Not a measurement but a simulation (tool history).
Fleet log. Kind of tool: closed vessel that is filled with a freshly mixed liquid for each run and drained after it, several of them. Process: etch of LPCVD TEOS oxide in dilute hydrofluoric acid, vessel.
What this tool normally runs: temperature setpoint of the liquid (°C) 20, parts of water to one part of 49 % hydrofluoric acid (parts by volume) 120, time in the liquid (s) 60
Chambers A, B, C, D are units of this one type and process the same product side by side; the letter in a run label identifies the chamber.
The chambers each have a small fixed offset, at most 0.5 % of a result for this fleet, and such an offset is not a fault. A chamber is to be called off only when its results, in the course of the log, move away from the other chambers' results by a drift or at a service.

run,hour,temperature setpoint of the liquid (°C),parts of water to one part of 49 % hydrofluoric acid (parts by volume),time in the liquid (s),hours since the thermometer was replaced,hours since the hydrofluoric acid flow meter was replaced,"read-back film thickness of the LPCVD TEOS oxide reference wafer, read on the same gauge (nm)",thickness taken off the LPCVD TEOS oxide on a monitor wafer (nm)
1C,5.9,20,120,60,976.1,631.5,29.990,9.3656
2D,16.2,20,120,60,152.5,1377.4,30.030,9.4512
3B,25.7,20,120,60,990.1,1088.9,29.998,9.4486
4A,33.3,20,120,60,342.1,491.4,29.991,9.5106
5A,43.1,20,120,60,351.9,501.2,29.998,9.4729
6D,53.2,20,120,60,189.5,1414.4,29.991,9.3625
7B,59.8,20,120,60,1024.2,1123.0,30.013,9.3093
8C,65.2,20,120,60,1035.4,690.8,30.001,9.3921
9B,72.6,20,120,60,1037.0,1135.8,30.039,9.3438
10D,80.7,20,120,60,217.0,1441.9,29.998,9.4414
11C,89.9,20,120,60,1060.1,715.5,29.992,9.2002
12A,97.4,20,120,60,406.2,555.5,29.999,9.3556
13D,105.6,20,120,60,241.9,1466.8,30.020,9.4022
14A,113.2,20,120,60,422.0,571.3,29.995,9.4238
15C,121.1,20,120,60,1091.3,746.7,30.039,9.3822
16B,130.0,20,120,60,1094.4,1193.2,30.000,9.3782
17D,135.1,20,120,60,271.4,1496.3,30.007,9.2499
18B,140.8,20,120,60,1105.2,1204.0,29.965,9.3232
19C,150.6,20,150,60,1120.8,776.2,29.987,7.2238
20A,158.9,20,150,60,467.7,617.0,29.991,7.3116
21A,165.2,20,150,60,474.0,623.3,30.037,7.2497
22B,174.3,20,150,60,1138.7,1237.5,30.013,7.2899
23C,180.5,20,120,60,1150.7,806.1,30.019,9.3702
24D,186.6,20,120,60,322.9,1547.8,30.008,9.4502

All chambers now run identical settings, listed one chamber a line with results as question marks. What results will each chamber show?
25A,194.1,20,120,60,,,,?
25B,194.1,20,120,60,,,,?
25C,194.1,20,120,60,,,,?
25D,194.1,20,120,60,,,,?

run,thickness taken off the LPCVD TEOS oxide on a monitor wafer (nm)
25A,9.4692
25B,9.2924
25C,9.2649
25D,9.4456

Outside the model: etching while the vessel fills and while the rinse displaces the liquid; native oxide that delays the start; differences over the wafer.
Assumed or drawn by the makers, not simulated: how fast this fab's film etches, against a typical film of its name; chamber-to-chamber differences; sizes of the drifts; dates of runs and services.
